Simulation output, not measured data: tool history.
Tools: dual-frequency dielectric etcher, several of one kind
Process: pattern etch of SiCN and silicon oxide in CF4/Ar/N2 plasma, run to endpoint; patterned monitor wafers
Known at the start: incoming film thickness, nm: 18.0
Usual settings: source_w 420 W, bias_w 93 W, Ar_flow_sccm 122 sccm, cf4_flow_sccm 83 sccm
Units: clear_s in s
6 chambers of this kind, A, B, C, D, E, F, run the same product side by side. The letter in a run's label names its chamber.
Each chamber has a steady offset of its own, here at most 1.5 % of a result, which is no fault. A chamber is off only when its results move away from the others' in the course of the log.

run	hour	source_w	bias_w	Ar_flow_sccm	cf4_flow_sccm	hours since the last wet clean	hours since the last source power generator calibration	hours since the last bias power generator calibration	hours since the last Ar flow controller change	hours since the last CF4 flow controller change	clear_s
# hour 2.2: chamber C: wet clean of the chamber
# hour 3.2: chamber E: wet clean of the chamber
1F	4.4	420	93	122	83	410	801.9	501.1	2600.5	2492.8	20.48
2A	8.9	420	93	122	83	187.4	615.5	220.8	5648.4	2399.2	20.42
3D	11.4	420	93	122	83	141.7	794.5	3181	1232.5	2096.1	20.525
4C	14.5	420	93	122	83	12.3	575.1	973.4	128.7	161.3	20.465
5B	17.5	420	93	122	83	588.1	3434.5	2983.6	1077.7	3517.4	20.612
6E	23.1	420	72	122	83	20	1879.9	38.8	1288.2	1299.8	22.316
7E	28.6	420	72	122	83	25.5	1885.4	44.3	1293.7	1305.3	22.232
8F	31.7	420	72	122	83	437.3	829.2	528.4	2627.8	2520.1	22.434
9C	34.8	420	72	122	83	32.6	595.4	993.7	149	181.6	22.079
10A	37.5	420	72	122	83	216	644.1	249.4	5677	2427.8	22.457
11D	42.1	420	72	122	83	172.4	825.2	3211.7	1263.2	2126.8	22.344
12B	47.4	420	93	122	83	618	3464.4	3013.5	1107.6	3547.3	20.844
13C	50.8	420	93	122	83	48.6	611.4	1009.7	165	197.6	20.224
14D	54.6	420	93	122	83	184.9	837.7	3224.2	1275.7	2139.3	20.44
15A	58.1	380	93	108	83	236.6	664.7	270	5697.6	2448.4	21.547
16B	62.8	380	93	108	83	633.4	3479.8	3028.9	1123	3562.7	22.206
17E	66.9	380	93	108	83	63.8	1923.7	82.6	1332	1343.6	22.18
# hour 68.5: chamber B: wet clean of the chamber
18F	71.8	380	93	108	83	477.4	869.3	568.5	2667.9	2560.2	22.037
# hour 73.9: chamber F: wet clean of the chamber
19C	77.2	380	93	108	83	75	637.8	1036.1	191.4	224	21.838
20F	82.4	380	93	108	83	8.6	879.9	579.1	2678.5	2570.8	22.049
21A	85	420	93	122	83	263.5	691.6	296.9	5724.5	2475.3	20.305
22D	90.6	470	93	122	70	220.9	873.7	3260.2	1311.7	2175.3	19.128
23E	94.8	470	93	122	70	91.7	1951.6	110.5	1359.9	1371.5	18.966
24B	97.6	470	93	122	70	29.1	3514.6	3063.7	1157.8	3597.5	19.353
25F	102	470	93	122	70	28.2	899.5	598.7	2698.1	2590.4	19.034
26A	105.5	470	93	122	70	284	712.1	317.4	5745	2495.8	18.826
27E	109.1	470	93	122	70	106	1965.9	124.8	1374.2	1385.8	19.179
28B	113.2	420	93	122	83	44.7	3530.2	3079.3	1173.4	3613.1	20.779
29D	118.4	420	93	122	83	248.7	901.5	3288	1339.5	2203.1	20.467
30C	122.9	420	93	122	83	120.7	683.5	1081.8	237.1	269.7	20.167
31E	128.1	420	93	122	83	125	1984.9	143.8	1393.2	1404.8	20.586
32A	131.4	420	93	122	76	309.9	738	343.3	5770.9	2521.7	20.556
33B	136.5	420	93	122	76	68	3553.5	3102.6	1196.7	3636.4	21.021
34F	139.2	420	93	122	76	65.4	936.7	635.9	2735.3	2627.6	20.859
35C	142.5	420	93	122	76	140.3	703.1	1101.4	256.7	289.3	20.582
36D	146.6	420	93	122	76	276.9	929.7	3316.2	1367.7	2231.3	20.787
37D	150	420	93	122	76	280.3	933.1	3319.6	1371.1	2234.7	20.735
38C	153.2	360	93	122	83	151	713.8	1112.1	267.4	300	23.194
39B	157.1	360	93	122	83	88.6	3574.1	3123.2	1217.3	3657	23.735

All 6 chambers run these settings next. Forecast each chamber's results:
40A	161.2	420	93	122	83						?
40B	161.2	420	93	122	83						?
40C	161.2	420	93	122	83						?
40D	161.2	420	93	122	83						?
40E	161.2	420	93	122	83						?
40F	161.2	420	93	122	83						?

run	clear_s
40A	20.332
40B	20.636
40C	20.388
40D	20.737
40E	20.528
40F	20.431
